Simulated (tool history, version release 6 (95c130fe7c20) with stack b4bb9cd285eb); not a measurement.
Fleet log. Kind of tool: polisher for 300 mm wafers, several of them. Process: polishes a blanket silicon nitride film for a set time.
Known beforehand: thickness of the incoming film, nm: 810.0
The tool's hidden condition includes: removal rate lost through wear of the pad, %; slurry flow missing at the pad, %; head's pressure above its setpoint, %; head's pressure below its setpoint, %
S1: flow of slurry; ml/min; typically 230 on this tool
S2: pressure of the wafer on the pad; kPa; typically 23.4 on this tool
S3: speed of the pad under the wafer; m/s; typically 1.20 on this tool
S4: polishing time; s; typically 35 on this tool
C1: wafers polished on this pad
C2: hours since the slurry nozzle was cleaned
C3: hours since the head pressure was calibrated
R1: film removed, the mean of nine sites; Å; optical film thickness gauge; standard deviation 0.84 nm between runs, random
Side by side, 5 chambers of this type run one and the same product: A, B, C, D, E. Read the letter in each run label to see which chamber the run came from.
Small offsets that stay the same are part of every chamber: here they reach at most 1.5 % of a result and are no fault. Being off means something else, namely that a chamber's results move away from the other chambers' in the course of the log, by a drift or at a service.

{"run": "1C", "hour": 6.2, "S1": 230, "S2": 23.4, "S3": 1.2, "S4": 35, "C1": 518, "C2": 74.0, "C3": 386.1, "R1": 577.28}
{"hour": 7.9, "done": "chamber D: worn pad replaced by a new one"}
{"hour": 9.1, "done": "chamber E: slurry nozzle cleaned"}
{"run": "2A", "hour": 13.9, "S1": 230, "S2": 23.4, "S3": 1.2, "S4": 35, "C1": 380, "C2": 566.2, "C3": 808.6, "R1": 576.1}
{"run": "3E", "hour": 20.9, "S1": 230, "S2": 23.4, "S3": 1.2, "S4": 35, "C1": 903, "C2": 11.8, "C3": 875.5, "R1": 599.36}
{"hour": 26.4, "done": "chamber C: worn pad replaced by a new one"}
{"run": "4B", "hour": 27.0, "S1": 230, "S2": 23.4, "S3": 1.2, "S4": 35, "C1": 629, "C2": 99.5, "C3": 360.2, "R1": 563.67}
{"run": "5D", "hour": 34.0, "S1": 230, "S2": 23.4, "S3": 1.2, "S4": 35, "C1": 307, "C2": 325.8, "C3": 245.3, "R1": 576.64}
{"hour": 38.6, "done": "chamber A: worn pad replaced by a new one"}
{"run": "6C", "hour": 39.7, "S1": 230, "S2": 23.4, "S3": 1.2, "S4": 35, "C1": 156, "C2": 107.5, "C3": 419.6, "R1": 578.42}
{"run": "7B", "hour": 48.1, "S1": 230, "S2": 23.4, "S3": 1.2, "S4": 35, "C1": 877, "C2": 120.6, "C3": 381.3, "R1": 573.4}
{"hour": 52.0, "done": "chamber E: head pressure recalibrated"}
{"run": "8D", "hour": 55.9, "S1": 230, "S2": 23.4, "S3": 1.2, "S4": 35, "C1": 564, "C2": 347.7, "C3": 267.2, "R1": 566.87}
{"hour": 58.0, "done": "chamber E: worn pad replaced by a new one"}
{"run": "9A", "hour": 67.1, "S1": 230, "S2": 23.4, "S3": 1.2, "S4": 35, "C1": 335, "C2": 619.4, "C3": 861.8, "R1": 574.0}
{"run": "10E", "hour": 74.5, "S1": 230, "S2": 23.4, "S3": 1.2, "S4": 35, "C1": 194, "C2": 65.4, "C3": 22.5, "R1": 574.61}
{"hour": 83.7, "done": "chamber C: worn pad replaced by a new one"}
{"run": "11C", "hour": 86.0, "S1": 230, "S2": 23.4, "S3": 1.2, "S4": 35, "C1": 27, "C2": 153.8, "C3": 465.9, "R1": 574.78}
{"run": "12D", "hour": 96.5, "S1": 230, "S2": 23.4, "S3": 1.2, "S4": 35, "C1": 1040, "C2": 388.3, "C3": 307.8, "R1": 568.13}
{"hour": 104.7, "done": "chamber A: worn pad replaced by a new one"}
{"run": "13A", "hour": 105.0, "S1": 230, "S2": 23.4, "S3": 1.2, "S4": 35, "C1": 3, "C2": 657.3, "C3": 899.7, "R1": 582.62}
{"run": "14E", "hour": 114.1, "S1": 230, "S2": 23.4, "S3": 1.2, "S4": 35, "C1": 659, "C2": 105.0, "C3": 62.1, "R1": 586.26}
{"hour": 123.6, "done": "chamber D: worn pad replaced by a new one"}
{"run": "15B", "hour": 123.7, "S1": 230, "S2": 18.6, "S3": 1.36, "S4": 35, "C1": 1765, "C2": 196.2, "C3": 456.9, "R1": 487.48}
{"run": "16D", "hour": 129.7, "S1": 230, "S2": 18.6, "S3": 1.36, "S4": 35, "C1": 72, "C2": 421.5, "C3": 341.0, "R1": 499.99}
{"hour": 136.7, "done": "chamber B: head pressure recalibrated"}
{"run": "17A", "hour": 141.9, "S1": 230, "S2": 18.6, "S3": 1.36, "S4": 35, "C1": 437, "C2": 694.2, "C3": 936.6, "R1": 489.31}
{"hour": 147.4, "done": "chamber C: worn pad replaced by a new one"}
{"run": "18C", "hour": 152.2, "S1": 230, "S2": 18.6, "S3": 1.36, "S4": 35, "C1": 56, "C2": 220.0, "C3": 532.1, "R1": 482.37}
{"hour": 157.0, "done": "chamber A: worn pad replaced by a new one"}
{"run": "19E", "hour": 158.7, "S1": 230, "S2": 18.6, "S3": 1.36, "S4": 35, "C1": 1182, "C2": 149.6, "C3": 106.7, "R1": 519.43}
{"run": "20B", "hour": 169.0, "S1": 230, "S2": 23.4, "S3": 1.2, "S4": 35, "C1": 2297, "C2": 241.5, "C3": 32.3, "R1": 556.7}
{"run": "21D", "hour": 175.6, "S1": 230, "S2": 23.4, "S3": 1.2, "S4": 35, "C1": 611, "C2": 467.4, "C3": 386.9, "R1": 572.98}
{"hour": 180.7, "done": "chamber B: slurry nozzle cleaned"}
{"hour": 181.6, "done": "chamber E: worn pad replaced by a new one"}
{"run": "22C", "hour": 185.0, "S1": 230, "S2": 23.4, "S3": 1.2, "S4": 35, "C1": 441, "C2": 252.8, "C3": 564.9, "R1": 581.16}
{"run": "23A", "hour": 194.3, "S1": 230, "S2": 23.4, "S3": 1.2, "S4": 35, "C1": 437, "C2": 746.6, "C3": 989.0, "R1": 564.55}
{"hour": 204.2, "done": "chamber C: slurry nozzle cleaned"}
{"run": "24B", "hour": 205.9, "S1": 230, "S2": 23.4, "S3": 1.2, "S4": 35, "C1": 2730, "C2": 25.3, "C3": 69.2, "R1": 558.4}
{"hour": 210.2, "done": "chamber C: worn pad replaced by a new one"}
{"run": "25E", "hour": 211.3, "S1": 230, "S2": 23.4, "S3": 1.42, "S4": 46, "C1": 349, "C2": 202.2, "C3": 159.3, "R1": 842.62}
{"run": "26D", "hour": 217.5, "S1": 230, "S2": 23.4, "S3": 1.42, "S4": 46, "C1": 1103, "C2": 509.3, "C3": 428.8, "R1": 877.05}
{"hour": 219.9, "done": "chamber A: worn pad replaced by a new one"}
{"run": "27C", "hour": 224.2, "S1": 230, "S2": 23.4, "S3": 1.42, "S4": 46, "C1": 164, "C2": 20.0, "C3": 604.1, "R1": 849.83}
{"run": "28E", "hour": 231.3, "S1": 230, "S2": 23.4, "S3": 1.42, "S4": 46, "C1": 583, "C2": 222.2, "C3": 179.3, "R1": 877.19}
{"run": "29A", "hour": 240.6, "S1": 230, "S2": 23.4, "S3": 1.42, "S4": 46, "C1": 243, "C2": 792.9, "C3": 1035.3, "R1": 889.78}
{"hour": 246.8, "done": "chamber D: worn pad replaced by a new one"}
{"run": "30B", "hour": 251.8, "S1": 230, "S2": 23.4, "S3": 1.2, "S4": 35, "C1": 3269, "C2": 71.2, "C3": 115.1, "R1": 526.55}
{"run": "31E", "hour": 259.3, "S1": 230, "S2": 23.4, "S3": 1.2, "S4": 35, "C1": 912, "C2": 250.2, "C3": 207.3, "R1": 587.0}
{"hour": 269.5, "done": "chamber C: worn pad replaced by a new one"}
{"run": "32D", "hour": 269.8, "S1": 230, "S2": 23.4, "S3": 1.2, "S4": 35, "C1": 270, "C2": 561.6, "C3": 481.1, "R1": 583.77}
{"run": "33A", "hour": 278.9, "S1": 230, "S2": 23.4, "S3": 1.2, "S4": 35, "C1": 693, "C2": 831.2, "C3": 1073.6, "R1": 579.46}
{"run": "34C", "hour": 289.3, "S1": 230, "S2": 23.4, "S3": 1.2, "S4": 35, "C1": 232, "C2": 85.1, "C3": 669.2, "R1": 587.75}
{"run": "35B", "hour": 298.4, "S1": 230, "S2": 23.4, "S3": 1.4, "S4": 35, "C1": 3816, "C2": 117.8, "C3": 161.7, "R1": 591.08}
{"run": "36D", "hour": 305.4, "S1": 230, "S2": 23.4, "S3": 1.4, "S4": 35, "C1": 688, "C2": 597.2, "C3": 516.7, "R1": 629.64}

Each of the 5 chambers runs these same settings next. Fill in every chamber's results:
{"run": "37A", "hour": 314.3, "S1": 230, "S2": 16.5, "S3": 1.2, "S4": 35, "R1": "?"}
{"run": "37B", "hour": 314.3, "S1": 230, "S2": 16.5, "S3": 1.2, "S4": 35, "R1": "?"}
{"run": "37C", "hour": 314.3, "S1": 230, "S2": 16.5, "S3": 1.2, "S4": 35, "R1": "?"}
{"run": "37D", "hour": 314.3, "S1": 230, "S2": 16.5, "S3": 1.2, "S4": 35, "R1": "?"}
{"run": "37E", "hour": 314.3, "S1": 230, "S2": 16.5, "S3": 1.2, "S4": 35, "R1": "?"}

run=37A R1=401.58
run=37B R1=359.86
run=37C R1=397.86
run=37D R1=407.26
run=37E R1=415.21

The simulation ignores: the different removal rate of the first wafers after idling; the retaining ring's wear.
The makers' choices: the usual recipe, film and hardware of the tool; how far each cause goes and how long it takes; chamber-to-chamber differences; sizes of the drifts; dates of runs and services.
